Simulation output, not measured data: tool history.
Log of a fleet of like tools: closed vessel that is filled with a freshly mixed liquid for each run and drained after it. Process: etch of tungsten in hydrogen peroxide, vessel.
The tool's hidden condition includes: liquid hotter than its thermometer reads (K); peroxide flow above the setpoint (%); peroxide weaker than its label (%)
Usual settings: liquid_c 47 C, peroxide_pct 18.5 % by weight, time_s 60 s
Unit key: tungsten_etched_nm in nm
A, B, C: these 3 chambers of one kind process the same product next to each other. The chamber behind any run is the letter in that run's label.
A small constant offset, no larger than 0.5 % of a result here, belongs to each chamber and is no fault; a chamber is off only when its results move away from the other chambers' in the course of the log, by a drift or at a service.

run,hour,liquid_c,peroxide_pct,time_s,hours since the thermometer was replaced,hours since the peroxide flow meter was replaced,hours since the drum of peroxide was connected,"read-back film thickness of the tungsten reference wafer, read on the same gauge (nm)",tungsten_etched_nm
1C,7.7,47,18.5,60,1462.5,146.2,242.4,49.944,65.753
2B,18.2,47,18.5,60,458.7,400.3,59.7,49.981,65.729
3A,32.9,47,18.5,60,411.5,1010.8,328.2,50.02,65.18
4C,43.3,47,18.5,60,1498.1,181.8,278,49.945,66.26
5A,51.4,47,18.5,60,430,1029.3,346.7,49.995,66.047
6B,66.8,47,18.5,60,507.3,448.9,108.3,50.004,65.865
7C,76.3,47,18.5,60,1531.1,214.8,311,50.026,65.169
8B,91.6,47,18.5,60,532.1,473.7,133.1,50.038,65.805
# hour 106.8: chamber C: new drum of peroxide connected
9A,107.4,47,18.5,60,486,1085.3,402.7,50.021,65.909
10C,115.1,47,18.5,60,1569.9,253.6,8.4,49.996,66.144
11B,122.2,47,18.5,60,562.7,504.3,163.7,49.976,66.568
12A,132.9,47,14,75,511.5,1110.8,428.2,49.986,71.909
13C,141.3,47,14,75,1596.1,279.8,34.6,49.928,71.358
14B,152.4,47,14,75,592.9,534.5,193.9,50.009,72.601
15A,161.2,47,18.5,60,539.8,1139.1,456.5,50.025,65.892
16C,171,47,18.5,60,1625.8,309.5,64.3,50.011,65.172
# hour 183.9: chamber C: thermometer replaced
17B,183.9,47,18.5,60,624.4,566,225.4,49.981,66.21
18A,197.4,47,18.5,60,576,1175.3,492.7,49.996,65.721
19B,205.8,47,18.5,60,646.3,587.9,247.3,50.018,67.051
20C,214.7,47,18.5,60,30.8,353.2,108,50.02,65.658
21A,223.3,47,18.5,60,601.9,1201.2,518.6,49.966,65.819
# hour 224.8: chamber A: thermometer replaced
22A,233.2,47,18.5,60,8.5,1211.1,528.5,50.022,65.682
23B,245,47,18.5,60,685.5,627.1,286.5,50.01,67.651
24C,260.8,47,18.5,60,76.9,399.3,154.1,49.967,65.011
25A,270.7,47,18.5,60,46,1248.6,566,49.976,65.264
26B,277.9,47,18.5,60,718.4,660,319.4,49.996,67.951
27C,285.2,47,18.5,60,101.3,423.7,178.5,49.958,65.765
28C,297.7,54,16,60,113.8,436.2,191,49.988,93.799
29A,308.8,54,16,60,84.1,1286.7,604.1,49.998,92.074
# hour 312: chamber C: peroxide flow meter replaced
30B,319.2,54,16,60,759.7,701.3,360.7,50.007,97.851
31A,331.1,47,18.5,60,106.4,1309,626.4,49.998,65.118
32B,341.2,47,18.5,60,781.7,723.3,382.7,50.017,69.46
33C,350.8,47,18.5,60,166.9,38.9,244.1,49.982,65.178
34C,363.8,37.5,18.5,85,179.9,51.9,257.1,49.968,49.963
35B,377.4,37.5,18.5,85,817.9,759.5,418.9,49.985,54.15
36A,386,37.5,18.5,85,161.3,1363.9,681.3,50.05,50.825
37B,393.4,39.5,18.5,80,833.9,775.5,434.9,49.965,58.636
# hour 397.5: chamber A: new drum of peroxide connected
38C,400.3,39.5,18.5,80,216.4,88.4,293.6,49.999,53.756
39A,413.6,39.5,18.5,80,188.9,1391.5,16.1,49.984,54.377
40A,425.2,47,18.5,60,200.5,1403.1,27.7,50.009,65.559

Is one chamber off against the others, does the gauge drift, or is nothing wrong? If a chamber is off, say which, and what the likeliest cause is.

Little by little, chamber B moves away from the other chambers.
What lies behind it: liquid hotter than its thermometer reads (K) = 1.11.
The log may not separate it from: peroxide flow above the setpoint (%).

Here are 4 candidates for chamber B's next run, each the usual settings with a change, their results left as question marks. Which one brings its results back in line with what the others give on the usual settings?
In line means no further than this from the other chambers' mean on the usual settings: tungsten_etched_nm 1.4 nm
41B-1,436.6,47,21.5,60,,,,,?
41B-2,436.6,47,16,60,,,,,?
41B-3,436.6,47.5,18.5,60,,,,,?
41B-4,436.6,46.5,18.5,60,,,,,?

On the usual settings, the other chambers give on average: tungsten_etched_nm 65.471 nm
run,tungsten_etched_nm
41B-1,75.988
41B-2,65.686
41B-3,72.768
41B-4,68.404
The answer is 41B-2, which returns the chamber to within the allowed miss of the others.
